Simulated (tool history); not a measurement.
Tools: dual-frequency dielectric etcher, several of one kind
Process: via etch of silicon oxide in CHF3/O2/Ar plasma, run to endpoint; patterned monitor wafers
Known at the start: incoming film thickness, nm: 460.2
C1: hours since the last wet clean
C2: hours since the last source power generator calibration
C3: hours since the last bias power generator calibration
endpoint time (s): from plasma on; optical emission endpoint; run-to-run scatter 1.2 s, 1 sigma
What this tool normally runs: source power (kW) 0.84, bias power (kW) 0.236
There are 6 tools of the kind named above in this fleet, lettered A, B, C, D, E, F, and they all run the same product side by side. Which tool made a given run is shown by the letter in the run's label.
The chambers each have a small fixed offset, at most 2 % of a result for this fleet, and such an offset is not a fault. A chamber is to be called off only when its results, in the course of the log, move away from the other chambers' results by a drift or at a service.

Run 1D, day 0.179: usual settings; C1 158.5; C2 277.1; C3 1709.7. Result: endpoint time (s) 188.75.
Run 2F, day 0.325: usual settings; C1 279.8; C2 559.4; C3 575.9. Result: endpoint time (s) 186.46.
Run 3B, day 0.475: usual settings; C1 182.3; C2 260; C3 505.9. Result: endpoint time (s) 190.72.
Run 4A, day 0.592: usual settings; C1 82.7; C2 1299.4; C3 134.4. Result: endpoint time (s) 188.86.
Run 5E, day 0.767: usual settings; C1 333; C2 1401.6; C3 729.3. Result: endpoint time (s) 185.12.
Run 6C, day 0.917: usual settings; C1 653.9; C2 784.2; C3 1181.8. Result: endpoint time (s) 187.45.
Run 7E, day 1.067: usual settings; C1 340.2; C2 1408.8; C3 736.5. Result: endpoint time (s) 188.19.
At day 1.175: chamber C: wet clean of the chamber.
Run 8F, day 1.179: usual settings; C1 300.3; C2 579.9; C3 596.4. Result: endpoint time (s) 187.67.
Run 9D, day 1.321: usual settings but bias power (kW) 0.26; C1 185.9; C2 304.5; C3 1737.1. Result: endpoint time (s) 182.45.
Run 10C, day 1.462: usual settings but bias power (kW) 0.26; C1 7; C2 797.3; C3 1194.9. Result: endpoint time (s) 182.32.
Run 11B, day 1.558: usual settings but bias power (kW) 0.26; C1 208.3; C2 286; C3 531.9. Result: endpoint time (s) 182.3.
Run 12A, day 1.708: usual settings but bias power (kW) 0.26; C1 109.5; C2 1326.2; C3 161.2. Result: endpoint time (s) 182.23.
Run 13A, day 1.858: usual settings but bias power (kW) 0.26; C1 113.1; C2 1329.8; C3 164.8. Result: endpoint time (s) 182.6.
Run 14F, day 1.971: usual settings but bias power (kW) 0.26; C1 319.3; C2 598.9; C3 615.4. Result: endpoint time (s) 179.03.
Run 15E, day 2.075: usual settings; C1 364.4; C2 1433; C3 760.7. Result: endpoint time (s) 185.23.
Run 16B, day 2.171: usual settings; C1 223; C2 300.7; C3 546.6. Result: endpoint time (s) 188.54.
Run 17D, day 2.325: usual settings; C1 210; C2 328.6; C3 1761.2. Result: endpoint time (s) 187.97.
Run 18C, day 2.504: usual settings; C1 32; C2 822.3; C3 1219.9. Result: endpoint time (s) 188.31.
Run 19F, day 2.612: usual settings but source power (kW) 0.92, bias power (kW) 0.216; C1 334.7; C2 614.3; C3 630.8. Result: endpoint time (s) 185.17.
Run 20B, day 2.733: usual settings but source power (kW) 0.92, bias power (kW) 0.216; C1 236.5; C2 314.2; C3 560.1. Result: endpoint time (s) 188.35.
Run 21A, day 2.917: usual settings but source power (kW) 0.92, bias power (kW) 0.216; C1 138.5; C2 1355.2; C3 190.2. Result: endpoint time (s) 190.3.
Run 22E, day 3.054: usual settings but source power (kW) 0.92, bias power (kW) 0.216; C1 387.9; C2 1456.5; C3 784.2. Result: endpoint time (s) 186.48.
Run 23D, day 3.196: usual settings but source power (kW) 0.92, bias power (kW) 0.216; C1 230.9; C2 349.5; C3 1782.1. Result: endpoint time (s) 187.9.
Run 24C, day 3.358: usual settings but source power (kW) 0.92, bias power (kW) 0.216; C1 52.5; C2 842.8; C3 1240.4. Result: endpoint time (s) 185.66.
Run 25C, day 3.446: usual settings; C1 54.6; C2 844.9; C3 1242.5. Result: endpoint time (s) 187.22.
Run 26B, day 3.633: usual settings; C1 258.1; C2 335.8; C3 581.7. Result: endpoint time (s) 191.09.
Run 27A, day 3.729: usual settings; C1 158; C2 1374.7; C3 209.7. Result: endpoint time (s) 187.69.
Run 28F, day 3.871: usual settings; C1 364.9; C2 644.5; C3 661. Result: endpoint time (s) 186.86.
Run 29D, day 4.029: usual settings; C1 250.9; C2 369.5; C3 1802.1. Result: endpoint time (s) 187.32.
At day 4.062: chamber F: wet clean of the chamber.
Run 30E, day 4.162: usual settings; C1 414.5; C2 1483.1; C3 810.8. Result: endpoint time (s) 184.94.
Run 31B, day 4.358: usual settings; C1 275.5; C2 353.2; C3 599.1. Result: endpoint time (s) 188.38.
Run 32E, day 4.517: usual settings; C1 423; C2 1491.6; C3 819.3. Result: endpoint time (s) 188.53.
Run 33A, day 4.629: usual settings but bias power (kW) 0.293; C1 179.6; C2 1396.3; C3 231.3. Result: endpoint time (s) 173.41.
Run 34C, day 4.792: usual settings but bias power (kW) 0.293; C1 86.9; C2 877.2; C3 1274.8. Result: endpoint time (s) 173.47.
Run 35F, day 4.958: usual settings but bias power (kW) 0.293; C1 21.5; C2 670.6; C3 687.1. Result: endpoint time (s) 173.96.
Run 36D, day 5.133: usual settings but bias power (kW) 0.293; C1 277.4; C2 396; C3 1828.6. Result: endpoint time (s) 174.74.
Run 37D, day 5.238: usual settings but bias power (kW) 0.293; C1 279.9; C2 398.5; C3 1831.1. Result: endpoint time (s) 174.07.
Run 38B, day 5.433: usual settings but bias power (kW) 0.293; C1 301.3; C2 379; C3 624.9. Result: endpoint time (s) 178.51.
Run 39F, day 5.6: usual settings; C1 36.9; C2 686; C3 702.5. Result: endpoint time (s) 186.21.
Run 40C, day 5.704: usual settings; C1 108.8; C2 899.1; C3 1296.7. Result: endpoint time (s) 188.62.
Run 41E, day 5.879: usual settings; C1 455.7; C2 1524.3; C3 852. Result: endpoint time (s) 187.13.
Run 42A, day 5.983: usual settings; C1 212.1; C2 1428.8; C3 263.8. Result: endpoint time (s) 187.01.
Run 43C, day 6.088: usual settings; C1 118; C2 908.3; C3 1305.9. Result: endpoint time (s) 187.3.
Run 44D, day 6.267: usual settings but source power (kW) 0.92; C1 304.6; C2 423.2; C3 1855.8. Result: endpoint time (s) 184.89.

All 6 chambers run these settings next. Forecast each chamber's results:
Run 45A, day 6.412: usual settings. Result: endpoint time (s) ?.
Run 45B, day 6.412: usual settings. Result: endpoint time (s) ?.
Run 45C, day 6.412: usual settings. Result: endpoint time (s) ?.
Run 45D, day 6.412: usual settings. Result: endpoint time (s) ?.
Run 45E, day 6.412: usual settings. Result: endpoint time (s) ?.
Run 45F, day 6.412: usual settings. Result: endpoint time (s) ?.

run  endpoint time (s)
45A             189.36
45B             189.12
45C             184.16
45D                187
45E             186.34
45F              186.5

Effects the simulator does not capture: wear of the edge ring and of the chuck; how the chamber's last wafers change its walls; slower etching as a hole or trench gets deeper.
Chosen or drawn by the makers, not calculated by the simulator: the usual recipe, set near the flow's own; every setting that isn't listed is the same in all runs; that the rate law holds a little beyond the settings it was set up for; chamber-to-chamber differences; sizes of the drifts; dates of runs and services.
